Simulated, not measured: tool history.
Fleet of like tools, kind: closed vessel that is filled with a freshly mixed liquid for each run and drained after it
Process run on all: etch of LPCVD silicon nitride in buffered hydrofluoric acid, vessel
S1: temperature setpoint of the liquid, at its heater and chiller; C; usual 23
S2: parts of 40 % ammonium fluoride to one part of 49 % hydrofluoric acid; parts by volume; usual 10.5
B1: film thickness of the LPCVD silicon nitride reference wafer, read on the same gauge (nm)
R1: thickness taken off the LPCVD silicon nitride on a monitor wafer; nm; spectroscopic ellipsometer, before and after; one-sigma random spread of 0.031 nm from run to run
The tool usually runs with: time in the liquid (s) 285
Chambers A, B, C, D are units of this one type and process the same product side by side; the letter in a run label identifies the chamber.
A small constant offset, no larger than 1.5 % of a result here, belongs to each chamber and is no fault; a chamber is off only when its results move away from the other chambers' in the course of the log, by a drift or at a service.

run 1D hour=4.4 | S1=23 S2=10.5 time_in_the_liquid_(s)=285 | B1=50.038 | R1=4.3496
run 2B hour=8.2 | S1=23 S2=10.5 time_in_the_liquid_(s)=285 | B1=49.978 | R1=4.2839
run 3C hour=13.8 | S1=23 S2=10.5 time_in_the_liquid_(s)=285 | B1=49.971 | R1=4.2712
run 4A hour=18.0 | S1=23 S2=10.5 time_in_the_liquid_(s)=285 | B1=49.969 | R1=4.3196
run 5A hour=21.9 | S1=23 S2=10.5 time_in_the_liquid_(s)=285 | B1=50.002 | R1=4.3733
run 6B hour=26.8 | S1=23 S2=10.5 time_in_the_liquid_(s)=285 | B1=49.966 | R1=4.2954
run 7C hour=32.1 | S1=23 S2=10.5 time_in_the_liquid_(s)=285 | B1=49.957 | R1=4.2556
run 8D hour=36.8 | S1=23 S2=10.5 time_in_the_liquid_(s)=285 | B1=49.980 | R1=4.3448
run 9C hour=40.6 | S1=23 S2=10.5 time_in_the_liquid_(s)=285 | B1=49.995 | R1=4.2407
run 10A hour=45.6 | S1=23 S2=10.5 time_in_the_liquid_(s)=285 | B1=50.032 | R1=4.3268
run 11D hour=50.2 | S1=23 S2=10.5 time_in_the_liquid_(s)=285 | B1=49.978 | R1=4.3257
run 12B hour=55.0 | S1=23 S2=8.5 time_in_the_liquid_(s)=450 | B1=50.001 | R1=8.1145
run 13B hour=61.5 | S1=23 S2=8.5 time_in_the_liquid_(s)=450 | B1=49.982 | R1=8.0089
run 14D hour=66.0 | S1=23 S2=8.5 time_in_the_liquid_(s)=450 | B1=50.005 | R1=7.9761
run 15A hour=69.1 | S1=23 S2=8.5 time_in_the_liquid_(s)=450 | B1=49.958 | R1=8.2704
run 16C hour=74.8 | S1=23 S2=8.0 time_in_the_liquid_(s)=285 | B1=49.957 | R1=5.4776
run 17B hour=81.5 | S1=23 S2=8.0 time_in_the_liquid_(s)=285 | B1=49.982 | R1=5.5322
run 18D hour=85.0 | S1=23 S2=8.0 time_in_the_liquid_(s)=285 | B1=49.968 | R1=5.5421
run 19A hour=88.8 | S1=23 S2=8.0 time_in_the_liquid_(s)=285 | B1=50.013 | R1=5.5644
run 20C hour=93.3 | S1=23 S2=10.5 time_in_the_liquid_(s)=285 | B1=49.988 | R1=4.2653
run 21D hour=100.1 | S1=23 S2=10.5 time_in_the_liquid_(s)=285 | B1=49.996 | R1=4.3810
run 22B hour=105.0 | S1=23 S2=10.5 time_in_the_liquid_(s)=285 | B1=49.991 | R1=4.2630
run 23A hour=109.3 | S1=23 S2=10.5 time_in_the_liquid_(s)=285 | B1=50.004 | R1=4.3859
run 24C hour=116.1 | S1=23 S2=10.5 time_in_the_liquid_(s)=285 | B1=49.995 | R1=4.2862
run 25D hour=123.2 | S1=23 S2=10.5 time_in_the_liquid_(s)=285 | B1=50.004 | R1=4.3471
run 26A hour=127.1 | S1=23 S2=10.5 time_in_the_liquid_(s)=285 | B1=49.983 | R1=4.3271
run 27B hour=134.3 | S1=23 S2=10.5 time_in_the_liquid_(s)=285 | B1=50.018 | R1=4.2961
run 28C hour=138.3 | S1=23 S2=10.5 time_in_the_liquid_(s)=285 | B1=50.038 | R1=4.2683
run 29C hour=142.6 | S1=23 S2=10.5 time_in_the_liquid_(s)=285 | B1=49.991 | R1=4.2347
run 30B hour=149.0 | S1=23 S2=10.5 time_in_the_liquid_(s)=285 | B1=50.034 | R1=4.2865
run 31D hour=154.1 | S1=23 S2=14.0 time_in_the_liquid_(s)=285 | B1=50.044 | R1=3.3814
run 32A hour=160.9 | S1=23 S2=14.0 time_in_the_liquid_(s)=285 | B1=50.066 | R1=3.2677
run 33A hour=166.6 | S1=23 S2=14.0 time_in_the_liquid_(s)=285 | B1=49.981 | R1=3.2968
run 34B hour=172.5 | S1=23 S2=14.0 time_in_the_liquid_(s)=285 | B1=49.984 | R1=3.2384
-- hour=176.1 chamber B: hydrofluoric acid flow meter replaced
run 35C hour=177.0 | S1=23 S2=10.5 time_in_the_liquid_(s)=285 | B1=49.971 | R1=4.2302
run 36D hour=180.3 | S1=23 S2=10.5 time_in_the_liquid_(s)=285 | B1=49.979 | R1=4.5614
run 37C hour=183.7 | S1=23 S2=10.5 time_in_the_liquid_(s)=285 | B1=49.990 | R1=4.2292
run 38A hour=187.0 | S1=23 S2=10.5 time_in_the_liquid_(s)=285 | B1=49.993 | R1=4.3573
run 39B hour=191.9 | S1=23 S2=10.5 time_in_the_liquid_(s)=285 | B1=49.996 | R1=4.3040
run 40D hour=198.7 | S1=23 S2=10.5 time_in_the_liquid_(s)=285 | B1=49.999 | R1=4.4850
run 41A hour=203.5 | S1=23 S2=10.5 time_in_the_liquid_(s)=285 | B1=49.972 | R1=4.3693
run 42B hour=208.3 | S1=20 S2=10.5 time_in_the_liquid_(s)=450 | B1=49.998 | R1=5.7654
run 43D hour=212.7 | S1=20 S2=10.5 time_in_the_liquid_(s)=450 | B1=49.999 | R1=5.9912
run 44C hour=215.9 | S1=20 S2=10.5 time_in_the_liquid_(s)=450 | B1=49.975 | R1=5.6964

Does one chamber stand apart from the rest, does the shared gauge drift, or is all well apart from small per-chamber offsets? Give the chamber and the most likely cause, where there is one.

Little by little, chamber D moves away from the other chambers.
Likeliest cause: hydrofluoric acid flow above the setpoint (%) = 7.08.
From this log alone, it may not be told apart from: liquid hotter than its thermometer reads (K).

Here are 4 candidates for chamber D's next run, each the usual settings with a change, their results left as question marks. Which one brings its results back in line with what the others give on the usual settings?
To be in line, a result may differ from the other chambers' mean on the usual settings by at most: R1 0.1100 nm
run 45D-1 hour=221.2 | S1=23 S2=10.5 time_in_the_liquid_(s)=305 | R1=?
run 45D-2 hour=221.2 | S1=23 S2=10.5 time_in_the_liquid_(s)=280 | R1=?
run 45D-3 hour=221.2 | S1=23 S2=10.5 time_in_the_liquid_(s)=290 | R1=?
run 45D-4 hour=221.2 | S1=23 S2=10.5 time_in_the_liquid_(s)=270 | R1=?

Average result of the remaining chambers running the usual settings: R1 4.2996 nm
run=45D-1 R1=4.8855
run=45D-2 R1=4.4851
run=45D-3 R1=4.6453
run=45D-4 R1=4.3249
With 45D-4, the chamber falls back in line with the rest.
